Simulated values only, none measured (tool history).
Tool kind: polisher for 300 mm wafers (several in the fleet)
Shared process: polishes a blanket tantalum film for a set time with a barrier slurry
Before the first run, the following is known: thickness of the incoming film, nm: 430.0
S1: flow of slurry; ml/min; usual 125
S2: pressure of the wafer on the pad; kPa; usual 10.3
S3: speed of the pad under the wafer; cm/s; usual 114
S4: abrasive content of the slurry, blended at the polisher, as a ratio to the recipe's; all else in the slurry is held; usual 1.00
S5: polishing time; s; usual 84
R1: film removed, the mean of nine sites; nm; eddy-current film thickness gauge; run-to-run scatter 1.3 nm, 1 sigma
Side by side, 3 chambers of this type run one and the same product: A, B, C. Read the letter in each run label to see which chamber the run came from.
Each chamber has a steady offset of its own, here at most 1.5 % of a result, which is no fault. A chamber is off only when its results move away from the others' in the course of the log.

Run 1C, hour 7.1: usual settings. Result: R1 113.17 nm.
At hour 16.1: chamber A: worn pad replaced by a new one.
Run 2A, hour 17.7: usual settings. Result: R1 112.51 nm.
Run 3B, hour 28.4: usual settings. Result: R1 115.48 nm.
At hour 31.9: chamber B: worn pad replaced by a new one.
Run 4C, hour 34.2: usual settings. Result: R1 113.01 nm.
Run 5A, hour 42.4: usual settings. Result: R1 113.08 nm.
Run 6B, hour 47.8: usual settings. Result: R1 113.30 nm.
Run 7C, hour 55.7: usual settings. Result: R1 113.11 nm.
At hour 56.5: chamber C: worn pad replaced by a new one.
At hour 60.0: chamber A: worn pad replaced by a new one.
Run 8A, hour 64.6: usual settings. Result: R1 115.84 nm.
At hour 68.3: chamber A: head pressure recalibrated.
Run 9B, hour 73.3: usual settings. Result: R1 116.31 nm.
Run 10A, hour 83.6: usual settings. Result: R1 114.40 nm.
Run 11B, hour 92.5: usual settings. Result: R1 114.25 nm.
At hour 97.2: chamber A: slurry nozzle cleaned.
Run 12C, hour 99.0: usual settings. Result: R1 116.47 nm.
Run 13C, hour 106.4: usual settings. Result: R1 114.25 nm.
At hour 109.7: chamber A: worn pad replaced by a new one.
Run 14A, hour 114.1: usual settings. Result: R1 114.37 nm.
Run 15B, hour 119.9: usual settings. Result: R1 116.32 nm.
Run 16A, hour 128.4: usual settings but S5 111 s. Result: R1 153.53 nm.
At hour 131.8: chamber C: worn pad replaced by a new one.
At hour 133.3: chamber B: worn pad replaced by a new one.
Run 17B, hour 137.6: usual settings but S5 111 s. Result: R1 151.60 nm.
Run 18C, hour 147.4: usual settings but S5 111 s. Result: R1 151.31 nm.
Run 19C, hour 153.3: usual settings. Result: R1 114.28 nm.
Run 20A, hour 162.1: usual settings. Result: R1 114.37 nm.
At hour 165.4: chamber A: worn pad replaced by a new one.
Run 21B, hour 171.6: usual settings. Result: R1 116.04 nm.
Run 22B, hour 176.8: usual settings. Result: R1 114.10 nm.
Run 23C, hour 185.2: usual settings but S1 85 ml/min, S4 1.15. Result: R1 107.49 nm.
Run 24A, hour 190.4: usual settings but S1 85 ml/min, S4 1.15. Result: R1 111.02 nm.

Next, every chamber runs the same settings. What will each give?
Run 25A, hour 198.4: usual settings. Result: R1 ?.
Run 25B, hour 198.4: usual settings. Result: R1 ?.
Run 25C, hour 198.4: usual settings. Result: R1 ?.

run      R1
25A  114.87
25B  114.50
25C  114.00
